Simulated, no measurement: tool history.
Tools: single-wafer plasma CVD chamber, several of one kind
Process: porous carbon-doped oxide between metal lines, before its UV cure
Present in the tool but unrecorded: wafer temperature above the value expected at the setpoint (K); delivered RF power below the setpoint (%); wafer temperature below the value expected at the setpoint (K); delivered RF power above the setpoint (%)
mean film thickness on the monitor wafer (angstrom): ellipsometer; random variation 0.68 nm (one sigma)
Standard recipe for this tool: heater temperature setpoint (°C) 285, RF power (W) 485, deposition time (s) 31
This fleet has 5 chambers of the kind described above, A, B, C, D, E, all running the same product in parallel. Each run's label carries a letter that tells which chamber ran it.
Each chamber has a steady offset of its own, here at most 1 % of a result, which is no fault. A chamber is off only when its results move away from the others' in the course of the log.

| run | day | heater temperature setpoint (°C) | RF power (W) | deposition time (s) | hours since the last thermocouple change | hours since the last RF generator calibration | read-back reference wafer on the same gauge, thickness_nm | mean film thickness on the monitor wafer (angstrom) |
|---|---|---|---|---|---|---|---|---|
| 1C | 0.354 | 285 | 485 | 31 | 374.3 | 822 | 159.96 | 1785.5 |
| 2E | 0.704 | 285 | 485 | 31 | 561.5 | 410.7 | 159.92 | 1800.1 |
| 3D | 1.083 | 285 | 485 | 31 | 819.8 | 403.5 | 159.93 | 1794.4 |
| 4A | 1.438 | 285 | 485 | 31 | 1441.3 | 684.6 | 159.96 | 1814.7 |
| 5B | 2.004 | 285 | 485 | 31 | 1538.3 | 1406.3 | 160.02 | 1794.5 |
| 6A | 2.442 | 285 | 485 | 31 | 1465.4 | 708.7 | 159.96 | 1803 |
| 7B | 2.967 | 285 | 485 | 31 | 1561.4 | 1429.4 | 160.04 | 1800.4 |
| 8E | 3.4 | 285 | 485 | 31 | 626.2 | 475.4 | 160.18 | 1789.9 |
| 9C | 3.896 | 285 | 485 | 31 | 459.3 | 907 | 159.88 | 1797.5 |
|  | 4.312 | chamber A: thermocouple changed; heater temperature recalibrated |
| 10D | 4.333 | 285 | 485 | 33.1 | 897.8 | 481.5 | 159.87 | 1916 |
| 11B | 4.592 | 285 | 485 | 33.1 | 1600.4 | 1468.4 | 160.12 | 1906 |
| 12C | 4.971 | 285 | 485 | 33.1 | 485.1 | 932.8 | 159.99 | 1914.1 |
| 13A | 5.262 | 285 | 485 | 33.1 | 22.8 | 776.4 | 159.91 | 1940 |
| 14E | 5.721 | 285 | 485 | 33.1 | 681.9 | 531.1 | 159.9 | 1915.1 |
| 15D | 6.058 | 285 | 485 | 31 | 939.2 | 522.9 | 159.96 | 1795 |
| 16C | 6.346 | 285 | 485 | 31 | 518.1 | 965.8 | 160.03 | 1800.6 |
| 17A | 6.696 | 285 | 485 | 31 | 57.2 | 810.8 | 160.04 | 1795.2 |
| 18E | 7.054 | 285 | 485 | 31 | 713.9 | 563.1 | 159.88 | 1800.4 |
| 19D | 7.383 | 285 | 485 | 31 | 971 | 554.7 | 160.02 | 1806.6 |
| 20B | 7.938 | 285 | 485 | 35.3 | 1680.7 | 1548.7 | 160.14 | 2026.7 |
| 21C | 8.35 | 285 | 485 | 35.3 | 566.2 | 1013.9 | 160.05 | 2041 |
| 22E | 8.917 | 285 | 485 | 35.3 | 758.6 | 607.8 | 159.9 | 2052.4 |
| 23A | 9.212 | 285 | 485 | 35.3 | 117.6 | 871.2 | 159.99 | 2042.9 |
| 24D | 9.742 | 285 | 485 | 35.3 | 1027.6 | 611.3 | 160.08 | 2053.9 |
| 25B | 10.121 | 285 | 485 | 31 | 1733.1 | 1601.1 | 160.08 | 1789.4 |
| 26A | 10.538 | 285 | 485 | 31 | 149.4 | 903 | 159.98 | 1799.3 |
| 27C | 10.946 | 285 | 485 | 31 | 628.5 | 1076.2 | 160.12 | 1784.7 |
| 28E | 11.517 | 285 | 485 | 31 | 821 | 670.2 | 160.02 | 1815.1 |
|  | 11.633 | chamber B: RF generator calibrated |
| 29D | 12.054 | 285 | 485 | 31 | 1083.1 | 666.8 | 160.2 | 1794.7 |
| 30B | 12.538 | 285 | 485 | 31 | 1791.1 | 21.7 | 160.08 | 1798.2 |
| 31C | 13.017 | 285 | 485 | 31 | 678.2 | 1125.9 | 159.94 | 1785.4 |
| 32E | 13.475 | 285 | 485 | 31 | 868 | 717.2 | 160.11 | 1790.8 |
| 33A | 13.829 | 285 | 485 | 31 | 228.4 | 982 | 160.18 | 1808.1 |
| 34B | 14.079 | 285 | 485 | 31 | 1828.1 | 58.7 | 160.06 | 1799 |
| 35D | 14.462 | 285 | 485 | 31 | 1140.9 | 724.6 | 159.97 | 1801.4 |
| 36D | 14.996 | 285 | 485 | 31 | 1153.7 | 737.4 | 159.79 | 1807.7 |
| 37A | 15.517 | 285 | 485 | 31 | 268.9 | 1022.5 | 159.91 | 1813 |

Has any chamber moved away from the others, gradually or after a service, or does the common gauge drift, or do the chambers differ only by their own small steady offsets? State the chamber and the most likely cause if one applies.

All chambers stay in line apart from their small fixed offsets, and the gauge does not drift.
